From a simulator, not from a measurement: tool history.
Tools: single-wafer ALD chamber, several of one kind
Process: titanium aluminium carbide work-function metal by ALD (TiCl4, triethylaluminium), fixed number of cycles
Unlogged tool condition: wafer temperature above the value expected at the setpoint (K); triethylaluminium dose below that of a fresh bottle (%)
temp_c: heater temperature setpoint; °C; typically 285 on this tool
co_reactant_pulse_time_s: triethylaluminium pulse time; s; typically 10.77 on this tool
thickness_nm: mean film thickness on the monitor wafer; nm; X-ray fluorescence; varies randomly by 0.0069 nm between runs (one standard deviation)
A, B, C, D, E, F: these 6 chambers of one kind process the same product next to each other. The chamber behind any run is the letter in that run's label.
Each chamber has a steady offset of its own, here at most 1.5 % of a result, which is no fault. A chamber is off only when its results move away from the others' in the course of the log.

| run | day | temp_c | co_reactant_pulse_time_s | hours since the last thermocouple change | hours since the last triethylaluminium bottle change | read-back reference wafer on the same gauge, thickness_nm | thickness_nm |
|---|---|---|---|---|---|---|---|
| 1A | 0.496 | 285 | 10.77 | 14.7 | 313.7 | 1.8900 | 1.9130 |
| 2F | 0.962 | 285 | 10.77 | 768.5 | 504.3 | 1.8915 | 1.9105 |
| 3E | 1.388 | 285 | 10.77 | 472.0 | 125.1 | 1.8903 | 1.8869 |
|  | 1.579 | chamber B: thermocouple changed; heater temperature recalibrated |
| 4C | 2.021 | 285 | 10.77 | 338.7 | 1992.1 | 1.8875 | 1.8544 |
| 5D | 2.404 | 285 | 10.77 | 1936.9 | 685.0 | 1.8888 | 1.8998 |
| 6B | 2.938 | 285 | 10.77 | 32.7 | 109.4 | 1.8896 | 1.8827 |
| 7B | 3.533 | 285 | 10.77 | 47.0 | 123.7 | 1.8890 | 1.8900 |
|  | 3.654 | chamber C: triethylaluminium bottle replaced |
| 8E | 4.112 | 285 | 10.77 | 537.4 | 190.5 | 1.8910 | 1.8970 |
| 9A | 4.588 | 285 | 10.77 | 112.9 | 411.9 | 1.8899 | 1.9059 |
| 10C | 5.096 | 285 | 10.77 | 412.5 | 34.7 | 1.8902 | 1.8741 |
|  | 5.454 | chamber F: thermocouple changed; heater temperature recalibrated |
| 11F | 5.738 | 285 | 10.77 | 6.8 | 618.9 | 1.8889 | 1.9061 |
| 12D | 6.042 | 285 | 10.77 | 2024.2 | 772.3 | 1.8910 | 1.8860 |
| 13D | 6.375 | 285 | 10.77 | 2032.2 | 780.3 | 1.8912 | 1.8970 |
| 14E | 6.958 | 285 | 10.77 | 605.7 | 258.8 | 1.8890 | 1.8862 |
| 15F | 7.542 | 285 | 10.77 | 50.1 | 662.2 | 1.8899 | 1.9015 |
| 16A | 7.829 | 285 | 10.77 | 190.7 | 489.7 | 1.8894 | 1.9072 |
| 17C | 8.196 | 285 | 10.77 | 486.9 | 109.1 | 1.8903 | 1.8739 |
| 18B | 8.529 | 285 | 10.77 | 166.9 | 243.6 | 1.8898 | 1.8934 |
| 19D | 8.946 | 285 | 10.77 | 2093.9 | 842.0 | 1.8897 | 1.9066 |
| 20E | 9.467 | 271 | 10.77 | 665.9 | 319.0 | 1.8888 | 1.7770 |
| 21A | 10.067 | 271 | 10.77 | 244.4 | 543.4 | 1.8900 | 1.7627 |
| 22C | 10.425 | 271 | 10.77 | 540.4 | 162.6 | 1.8910 | 1.7435 |
| 23B | 10.725 | 271 | 10.77 | 219.6 | 296.3 | 1.8893 | 1.7484 |
| 24F | 11.275 | 271 | 10.77 | 139.7 | 751.8 | 1.8917 | 1.7878 |
| 25A | 11.571 | 271 | 10.77 | 280.5 | 579.5 | 1.8893 | 1.7600 |
| 26B | 12.188 | 285 | 10.77 | 254.7 | 331.4 | 1.8890 | 1.8899 |
| 27E | 12.488 | 285 | 8.03 | 738.4 | 391.5 | 1.8888 | 1.8054 |
| 28D | 13.083 | 285 | 8.03 | 2193.2 | 941.3 | 1.8899 | 1.8154 |
| 29C | 13.658 | 285 | 8.03 | 618.0 | 240.2 | 1.8898 | 1.7850 |
| 30F | 14.025 | 285 | 8.03 | 205.7 | 817.8 | 1.8905 | 1.8358 |
| 31D | 14.346 | 285 | 8.03 | 2223.5 | 971.6 | 1.8916 | 1.8130 |
| 32F | 14.633 | 285 | 8.03 | 220.3 | 832.4 | 1.8887 | 1.8334 |
| 33A | 15.217 | 285 | 10.77 | 368.0 | 667.0 | 1.8890 | 1.8416 |
| 34B | 15.750 | 285 | 10.77 | 340.2 | 416.9 | 1.8891 | 1.8931 |
| 35C | 16.371 | 285 | 10.77 | 683.1 | 305.3 | 1.8894 | 1.8654 |
| 36E | 16.833 | 273 | 10.77 | 842.7 | 495.8 | 1.8905 | 1.7910 |
| 37E | 17.288 | 273 | 10.77 | 853.6 | 506.7 | 1.8895 | 1.7930 |
| 38C | 17.850 | 273 | 10.77 | 718.6 | 340.8 | 1.8899 | 1.7532 |
| 39B | 18.183 | 273 | 10.77 | 398.6 | 475.3 | 1.8904 | 1.7760 |
| 40A | 18.575 | 273 | 10.77 | 448.6 | 747.6 | 1.8898 | 1.7152 |
| 41F | 18.858 | 273 | 10.77 | 321.7 | 933.8 | 1.8910 | 1.7960 |

Has any chamber moved away from the others, gradually or after a service, or does the common gauge drift, or do the chambers differ only by their own small steady offsets? State the chamber and the most likely cause if one applies.

It is chamber A that slowly wanders off from its peers.
Cause: triethylaluminium dose below that of a fresh bottle (%) = 27.3.

Here are 4 candidates for chamber A's next run, each the usual settings with a change, their results left as question marks. Which one brings its results back in line with what the others give on the usual settings?
A result is in line if it is within this distance of the other chambers' mean on the usual settings: thickness_nm 0.0240 nm
| 42A-1 | 19.325 | 288 | 10.77 |  |  |  | ? |
| 42A-2 | 19.325 | 282 | 9.57 |  |  |  | ? |
| 42A-3 | 19.325 | 289 | 12.15 |  |  |  | ? |
| 42A-4 | 19.325 | 285 | 10.02 |  |  |  | ? |

The other chambers' mean on the usual settings: thickness_nm 1.8879 nm
| run | thickness_nm |
|---|---|
| 42A-1 | 1.8436 |
| 42A-2 | 1.7478 |
| 42A-3 | 1.8917 |
| 42A-4 | 1.7911 |
With 42A-3, the chamber falls back in line with the rest.
